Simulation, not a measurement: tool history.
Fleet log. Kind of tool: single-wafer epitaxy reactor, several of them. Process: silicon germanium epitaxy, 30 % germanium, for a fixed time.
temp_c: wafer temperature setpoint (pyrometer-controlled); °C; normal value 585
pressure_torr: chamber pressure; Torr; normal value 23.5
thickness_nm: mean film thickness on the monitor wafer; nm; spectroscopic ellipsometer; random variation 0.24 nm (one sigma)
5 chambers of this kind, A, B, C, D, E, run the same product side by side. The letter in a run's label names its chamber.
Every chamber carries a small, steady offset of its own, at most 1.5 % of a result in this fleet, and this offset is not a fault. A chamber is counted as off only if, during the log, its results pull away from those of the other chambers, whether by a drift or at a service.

run,hour,temp_c,pressure_torr,hours since the last pyrometer calibration,hours since the last manometer calibration,"read-back reference wafer on the same gauge, thickness_nm",thickness_nm
1A,7,585,23.5,2187.5,2221.9,54.197,48.271
2E,12.7,585,23.5,785.7,1083.9,54.19,48.607
3C,16.7,585,23.5,949.9,1076.2,54.176,47.02
4B,24.9,585,23.5,909.5,1076.5,54.143,48.106
5D,32.1,585,23.5,136.5,1930.4,54.21,47.972
6B,38.1,597,19.5,922.7,1089.7,54.194,55.908
7C,43.6,597,19.5,976.8,1103.1,54.243,54.821
8E,49.7,597,19.5,822.7,1120.9,54.185,55.962
9D,57.5,597,19.5,161.9,1955.8,54.199,55.758
10A,61.8,597,19.5,2242.3,2276.7,54.213,56.032
11B,70.1,574,28.5,954.7,1121.7,54.198,41.997
12A,74.5,574,28.5,2255,2289.4,54.197,41.675
# hour 78.2: chamber A: pyrometer calibrated
13C,80.3,574,28.5,1013.5,1139.8,54.147,40.965
14E,85.9,574,28.5,858.9,1157.1,54.181,42.113
# hour 88.6: chamber A: capacitance manometer re-zeroed and calibrated
15D,94.3,574,28.5,198.7,1992.6,54.213,41.513
16D,101.7,585,23.5,206.1,2000,54.161,47.084
17A,108.5,585,23.5,30.4,19.9,54.155,49.213
18C,116.7,585,23.5,1049.9,1176.2,54.191,47.383
19B,125,585,23.5,1009.6,1176.6,54.174,47.78
20E,130,585,23.5,903,1201.2,54.091,47.999
21A,137.1,585,23.5,59,48.5,54.224,49.189
# hour 142: chamber E: capacitance manometer re-zeroed and calibrated
22D,143.3,585,23.5,247.7,2041.6,54.184,47.638
23C,150.4,585,23.5,1083.6,1209.9,54.233,47.316
24B,157.5,599,23.5,1042.1,1209.1,54.18,61.949
25E,164.4,599,23.5,937.4,22.5,54.268,62.568
26D,170.9,599,23.5,275.3,2069.2,54.266,61.964
27A,177,599,23.5,98.9,88.4,54.239,63.681
28B,181.2,599,23.5,1065.8,1232.8,54.2,62.358
29E,185.9,585,23.5,958.9,44,54.195,48.062
30C,190.3,585,23.5,1123.5,1249.8,54.174,47.398
31A,198.1,585,23.5,120,109.5,54.223,48.994
32C,204.4,585,23.5,1137.6,1263.9,54.22,47.817
33D,210.2,591,23.5,314.6,2108.5,54.176,53.187
34E,214.7,591,23.5,987.7,72.8,54.218,53.987
35B,218.9,591,23.5,1103.5,1270.5,54.137,53.709
36D,226.6,591,23.5,331,2124.9,54.222,53.277
37B,232.7,591,23.5,1117.3,1284.3,54.203,53.833
38C,239.7,585,23.5,1172.9,1299.2,54.235,47.338
39A,243.8,585,23.5,165.7,155.2,54.177,48.958
40E,252.1,585,23.5,1025.1,110.2,54.203,48.113

All 5 chambers run these settings next. Forecast each chamber's results:
41A,258.2,596,23.5,,,,?
41B,258.2,596,23.5,,,,?
41C,258.2,596,23.5,,,,?
41D,258.2,596,23.5,,,,?
41E,258.2,596,23.5,,,,?

run,thickness_nm
41A,60.378
41B,58.584
41C,57.839
41D,58.453
41E,59.083

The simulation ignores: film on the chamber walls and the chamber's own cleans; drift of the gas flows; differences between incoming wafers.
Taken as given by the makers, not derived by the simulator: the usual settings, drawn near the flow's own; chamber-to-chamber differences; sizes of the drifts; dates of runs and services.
